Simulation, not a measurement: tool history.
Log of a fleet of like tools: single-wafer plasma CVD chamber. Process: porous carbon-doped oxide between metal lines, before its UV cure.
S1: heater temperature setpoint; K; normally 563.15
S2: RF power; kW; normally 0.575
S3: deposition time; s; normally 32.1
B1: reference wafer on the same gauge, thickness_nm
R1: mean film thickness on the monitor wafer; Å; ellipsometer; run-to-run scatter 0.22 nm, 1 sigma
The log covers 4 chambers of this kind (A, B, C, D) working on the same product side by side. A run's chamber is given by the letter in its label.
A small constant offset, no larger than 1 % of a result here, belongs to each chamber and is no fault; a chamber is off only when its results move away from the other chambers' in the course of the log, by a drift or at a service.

run	hour	S1	S2	S3	B1	R1
1C	3.1	563.15	0.575	32.1	214.04	2017.5
2B	6.8	563.15	0.575	32.1	214.09	1998.9
3A	9.4	563.15	0.575	32.1	214.16	2001.3
4D	12.6	563.15	0.575	32.1	214.09	2010.3
5C	17.7	563.15	0.575	32.1	214.24	2016.8
6D	21.5	563.15	0.575	32.1	214.19	2005.7
7B	25.1	563.15	0.575	32.1	214.35	2001.2
8A	29.6	563.15	0.575	32.1	214.32	1999.4
9D	34.0	563.15	0.575	32.1	214.39	2011.5
10B	36.4	563.15	0.575	32.1	214.36	1999.7
11C	39.9	563.15	0.575	32.1	214.45	2020.0
# hour 40.1: chamber A: thermocouple changed; heater temperature recalibrated
12A	43.6	563.15	0.575	32.1	214.50	1999.4
13D	48.0	568.15	0.575	32.1	214.61	1953.2
14B	51.2	568.15	0.575	32.1	214.58	1943.9
15A	53.8	568.15	0.575	32.1	214.62	1946.2
16C	56.6	568.15	0.575	32.1	214.64	1963.7
17A	61.0	563.15	0.575	32.1	214.68	2009.3
18D	63.4	563.15	0.575	32.1	214.74	2013.4
19B	67.2	563.15	0.575	32.1	214.87	2002.5
20C	69.7	563.15	0.575	32.1	214.81	2024.4
21B	72.5	563.15	0.575	32.1	214.86	2005.5
22D	75.0	563.15	0.575	32.1	214.80	2015.5
23A	77.9	563.15	0.575	32.1	214.86	2004.6
24C	82.9	563.15	0.575	32.1	214.90	2020.9

Next, every chamber runs the same settings. What will each give?
25A	86.5	563.15	0.575	32.1		?
25B	86.5	563.15	0.575	32.1		?
25C	86.5	563.15	0.575	32.1		?
25D	86.5	563.15	0.575	32.1		?

run	R1
25A	2009.0
25B	2002.7
25C	2028.3
25D	2016.3

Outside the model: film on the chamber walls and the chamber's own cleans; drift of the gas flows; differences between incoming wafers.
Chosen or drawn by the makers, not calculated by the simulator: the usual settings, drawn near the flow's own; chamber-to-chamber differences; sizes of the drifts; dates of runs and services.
